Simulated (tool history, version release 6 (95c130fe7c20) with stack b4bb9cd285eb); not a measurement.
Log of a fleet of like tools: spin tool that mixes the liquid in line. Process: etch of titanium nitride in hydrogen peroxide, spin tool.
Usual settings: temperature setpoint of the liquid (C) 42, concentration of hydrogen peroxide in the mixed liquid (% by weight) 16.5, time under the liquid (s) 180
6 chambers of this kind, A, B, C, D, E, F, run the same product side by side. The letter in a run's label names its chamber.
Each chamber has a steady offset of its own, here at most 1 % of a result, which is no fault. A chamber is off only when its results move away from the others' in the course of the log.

run   hour  temperature setpoint of the liquid (C)  concentration of hydrogen peroxide in the mixed liquid (% by weight)  time under the liquid (s)  read-back film thickness of the titanium nitride reference wafer, read on the same gauge (nm)  thickness taken off the titanium nitride on a monitor wafer (Å)
 1F     11                                      42                                                                  16.5                        180                                                                                         89.996                                                           24.116
 2C   17.3                                      42                                                                  16.5                        180                                                                                         89.994                                                           24.116
 3B   28.3                                      42                                                                  16.5                        180                                                                                         90.001                                                           23.417
 4A   41.6                                      42                                                                  16.5                        180                                                                                         89.994                                                            24.63
 5D   51.2                                      42                                                                  16.5                        135                                                                                         90.011                                                           17.508
 6E   64.3                                      42                                                                  16.5                        135                                                                                         89.989                                                           18.073
 7F   75.2                                      42                                                                  16.5                        135                                                                                         90.008                                                           18.294
        77  -- chamber E: thermometer replaced
 8A   83.2                                      42                                                                  16.5                        135                                                                                         89.982                                                           17.732
 9E   91.4                                      42                                                                  16.5                        135                                                                                         89.986                                                           18.318
      96.8  -- chamber F: thermometer replaced
10D    103                                      42                                                                  16.5                        135                                                                                         89.999                                                           17.771
11C  114.6                                      42                                                                  16.5                        180                                                                                         89.993                                                           24.446
12B    127                                      42                                                                  16.5                        180                                                                                         90.026                                                            23.54
13E    137                                      42                                                                  16.5                        180                                                                                         90.015                                                           24.088
14C  148.9                                      42                                                                  16.5                        180                                                                                         90.004                                                           24.721
15F  156.4                                      42                                                                  16.5                        180                                                                                         89.981                                                           24.009
16B  166.6                                      42                                                                  16.5                        180                                                                                          90.01                                                           23.286
17A  176.6                                      42                                                                  16.5                        180                                                                                         90.026                                                           24.423
18D  187.2                                      42                                                                  16.5                        180                                                                                         89.998                                                           23.303
19C  194.2                                      42                                                                  16.5                        180                                                                                         90.001                                                           23.798
     205.6  -- chamber D: thermometer replaced
20F  206.4                                      42                                                                  16.5                        180                                                                                         89.977                                                           23.442
21E  216.1                                      42                                                                  16.5                        180                                                                                          89.99                                                           24.248
     216.2  -- chamber D: heated supply line repaired
22B  223.1                                      42                                                                  16.5                        180                                                                                             90                                                           23.162
23D    234                                      48                                                                  19.5                        180                                                                                         89.989                                                           38.082
24A  244.8                                      48                                                                  19.5                        180                                                                                          89.98                                                           41.675
     248.8  -- chamber D: new drum of peroxide connected
     248.8  -- chamber F: new drum of peroxide connected
25B  254.4                                      48                                                                  19.5                        180                                                                                         90.012                                                           37.945
26D  266.3                                      48                                                                  19.5                        180                                                                                         90.011                                                            37.45
       269  -- chamber C: peroxide flow meter replaced
     272.4  -- chamber E: heated supply line repaired
27E  277.4                                      48                                                                  19.5                        180                                                                                         90.025                                                           39.548
28C  285.5                                      48                                                                  19.5                        180                                                                                         89.983                                                           38.874
29A  291.5                                      42                                                                  16.5                        180                                                                                         89.996                                                           26.295
30F  298.7                                      42                                                                  16.5                        180                                                                                         90.007                                                           24.124
31E  311.8                                      42                                                                  16.5                        180                                                                                         89.985                                                           23.599
32A  323.5                                      42                                                                  16.5                        180                                                                                         89.994                                                           25.992
33F  336.4                                      42                                                                  16.5                        180                                                                                         89.979                                                            23.92
34B  349.7                                      42                                                                  16.5                        180                                                                                         90.003                                                           23.939
35C  361.5                                      42                                                                  16.5                        180                                                                                         89.991                                                           24.117
36D  368.9                                      42                                                                  16.5                        180                                                                                         89.967                                                           23.833
37A  379.2                                      42                                                                  16.5                        180                                                                                         89.976                                                           27.459
38F  388.5                                      42                                                                  16.5                        180                                                                                          89.99                                                           23.969
39B  396.9                                      42                                                                  16.5                        180                                                                                         89.998                                                           23.485

All 6 chambers run these settings next. Forecast each chamber's results:
40A  406.4                                      42                                                                  16.5                        135                                                                                                                                                               ?
40B  406.4                                      42                                                                  16.5                        135                                                                                                                                                               ?
40C  406.4                                      42                                                                  16.5                        135                                                                                                                                                               ?
40D  406.4                                      42                                                                  16.5                        135                                                                                                                                                               ?
40E  406.4                                      42                                                                  16.5                        135                                                                                                                                                               ?
40F  406.4                                      42                                                                  16.5                        135                                                                                                                                                               ?

run  thickness taken off the titanium nitride on a monitor wafer (Å)
40A                                                           20.679
40B                                                           17.812
40C                                                           18.171
40D                                                            17.59
40E                                                           17.894
40F                                                           18.076

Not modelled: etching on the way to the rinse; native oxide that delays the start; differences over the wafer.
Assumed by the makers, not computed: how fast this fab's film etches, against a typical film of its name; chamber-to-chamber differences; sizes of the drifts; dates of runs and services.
